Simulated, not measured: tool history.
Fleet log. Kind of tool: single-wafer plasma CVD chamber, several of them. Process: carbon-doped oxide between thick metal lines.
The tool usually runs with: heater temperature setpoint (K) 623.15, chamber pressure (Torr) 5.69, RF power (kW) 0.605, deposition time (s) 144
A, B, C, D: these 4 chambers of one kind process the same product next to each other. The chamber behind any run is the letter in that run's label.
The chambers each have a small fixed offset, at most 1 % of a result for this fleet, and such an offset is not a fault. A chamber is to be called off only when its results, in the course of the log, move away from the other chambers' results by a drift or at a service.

| run | hour | heater temperature setpoint (K) | chamber pressure (Torr) | RF power (kW) | deposition time (s) | hours since the last thermocouple change | hours since the last RF generator calibration | hours since the last manometer calibration | read-back reference wafer on the same gauge, thickness_nm | mean film thickness on the monitor wafer (nm) |
|---|---|---|---|---|---|---|---|---|---|---|
| 1C | 5.9 | 623.15 | 5.69 | 0.605 | 144 | 814.6 | 293.6 | 1319.7 | 787.75 | 819.48 |
| 2A | 11 | 623.15 | 5.69 | 0.605 | 144 | 1757 | 1039.7 | 1554.8 | 787.71 | 828.71 |
| 3D | 16.7 | 623.15 | 5.69 | 0.605 | 144 | 369.7 | 1007.1 | 479.5 | 787.53 | 825.63 |
| 4B | 23.5 | 623.15 | 5.69 | 0.605 | 144 | 1258.5 | 1432.3 | 1664.7 | 788.01 | 827.38 |
| 5A | 27.7 | 623.15 | 5.69 | 0.605 | 144 | 1773.7 | 1056.4 | 1571.5 | 787.82 | 826.2 |
| 6D | 33.8 | 623.15 | 5.69 | 0.605 | 144 | 386.8 | 1024.2 | 496.6 | 787.86 | 825.69 |
| 7C | 41.6 | 623.15 | 5.69 | 0.605 | 144 | 850.3 | 329.3 | 1355.4 | 787.95 | 824.51 |
| 8B | 47.7 | 638.15 | 5.69 | 0.605 | 172 | 1282.7 | 1456.5 | 1688.9 | 787.89 | 955.78 |
|  | 54.9 | chamber A: RF generator calibrated |
| 9C | 55.5 | 638.15 | 5.69 | 0.605 | 172 | 864.2 | 343.2 | 1369.3 | 788.02 | 950.48 |
| 10D | 63.6 | 638.15 | 5.69 | 0.605 | 172 | 416.6 | 1054 | 526.4 | 787.83 | 949.82 |
| 11A | 68.7 | 638.15 | 5.69 | 0.605 | 172 | 1814.7 | 13.9 | 1612.5 | 787.97 | 956.53 |
| 12B | 73.9 | 623.15 | 5.69 | 0.605 | 144 | 1308.9 | 1482.7 | 1715.1 | 787.81 | 826.37 |
|  | 80.9 | chamber B: thermocouple changed; heater temperature recalibrated |
| 13B | 82.8 | 623.15 | 5.69 | 0.605 | 165 | 1.9 | 1491.6 | 1724 | 788.04 | 951.8 |
| 14C | 87.8 | 623.15 | 5.69 | 0.605 | 165 | 896.5 | 375.5 | 1401.6 | 787.8 | 939.45 |
| 15D | 94.3 | 623.15 | 5.69 | 0.605 | 165 | 447.3 | 1084.7 | 557.1 | 787.9 | 945.1 |
| 16A | 101.2 | 623.15 | 5.69 | 0.605 | 165 | 1847.2 | 46.4 | 1645 | 788.1 | 949.15 |
| 17D | 110.1 | 623.15 | 5.69 | 0.605 | 144 | 463.1 | 1100.5 | 572.9 | 787.92 | 826.42 |
| 18B | 116.5 | 623.15 | 5.69 | 0.605 | 144 | 35.6 | 1525.3 | 1757.7 | 788.27 | 830.54 |
| 19C | 120.5 | 623.15 | 5.69 | 0.605 | 144 | 929.2 | 408.2 | 1434.3 | 788.19 | 820.49 |
| 20A | 124.4 | 623.15 | 7.04 | 0.605 | 144 | 1870.4 | 69.6 | 1668.2 | 788.06 | 846.48 |
| 21A | 128.9 | 623.15 | 7.04 | 0.605 | 144 | 1874.9 | 74.1 | 1672.7 | 787.69 | 846.62 |
| 22B | 136 | 623.15 | 7.04 | 0.605 | 144 | 55.1 | 1544.8 | 1777.2 | 787.74 | 845.23 |
| 23D | 144 | 623.15 | 7.04 | 0.605 | 144 | 497 | 1134.4 | 606.8 | 787.98 | 845.02 |
| 24C | 150.2 | 635.15 | 5.69 | 0.605 | 144 | 958.9 | 437.9 | 1464 | 787.94 | 800.56 |
| 25B | 157.2 | 635.15 | 5.69 | 0.605 | 144 | 76.3 | 1566 | 1798.4 | 787.65 | 805.65 |
| 26D | 164 | 635.15 | 5.69 | 0.605 | 144 | 517 | 1154.4 | 626.8 | 788.71 | 800.4 |
| 27C | 170.6 | 635.15 | 5.69 | 0.605 | 144 | 979.3 | 458.3 | 1484.4 | 787.52 | 800.31 |
| 28A | 178.2 | 623.15 | 5.69 | 0.605 | 144 | 1924.2 | 123.4 | 1722 | 787.94 | 829.05 |
| 29B | 183.2 | 623.15 | 5.69 | 0.605 | 144 | 102.3 | 1592 | 1824.4 | 788.2 | 828.47 |
| 30C | 190.9 | 623.15 | 5.69 | 0.605 | 144 | 999.6 | 478.6 | 1504.7 | 787.7 | 817.65 |
| 31A | 196.3 | 623.15 | 5.69 | 0.605 | 126 | 1942.3 | 141.5 | 1740.1 | 788.06 | 726.38 |
| 32D | 200.3 | 623.15 | 5.69 | 0.605 | 126 | 553.3 | 1190.7 | 663.1 | 788.52 | 722.82 |
| 33B | 207.6 | 623.15 | 5.69 | 0.605 | 126 | 126.7 | 1616.4 | 1848.8 | 787.89 | 723.4 |
| 34C | 213.7 | 623.15 | 5.69 | 0.605 | 126 | 1022.4 | 501.4 | 1527.5 | 788.15 | 719.32 |
| 35A | 222.1 | 623.15 | 5.69 | 0.525 | 172 | 1968.1 | 167.3 | 1765.9 | 787.96 | 905.88 |
| 36D | 228.2 | 623.15 | 5.69 | 0.525 | 172 | 581.2 | 1218.6 | 691 | 788.06 | 903.88 |
| 37A | 234.6 | 623.15 | 5.69 | 0.525 | 172 | 1980.6 | 179.8 | 1778.4 | 787.73 | 905.09 |
| 38C | 240.1 | 623.15 | 5.69 | 0.525 | 172 | 1048.8 | 527.8 | 1553.9 | 788.34 | 901.43 |
| 39D | 248.6 | 623.15 | 5.69 | 0.705 | 144 | 601.6 | 1239 | 711.4 | 787.95 | 905.12 |
| 40B | 255 | 623.15 | 5.69 | 0.705 | 144 | 174.1 | 1663.8 | 1896.2 | 787.76 | 910.71 |
| 41D | 261.8 | 623.15 | 5.69 | 0.705 | 144 | 614.8 | 1252.2 | 724.6 | 788.12 | 904.03 |
| 42B | 270.5 | 623.15 | 5.69 | 0.705 | 144 | 189.6 | 1679.3 | 1911.7 | 788.23 | 905.44 |
| 43C | 276.9 | 623.15 | 5.69 | 0.605 | 144 | 1085.6 | 564.6 | 1590.7 | 787.92 | 820.62 |

One chamber off, gauge drift, or nothing amiss beyond the chambers' own small offsets? If it is a chamber, which one, and what is the likeliest cause?

Neither any chamber nor the gauge drifts; the chambers differ only by their own small, steady offsets.
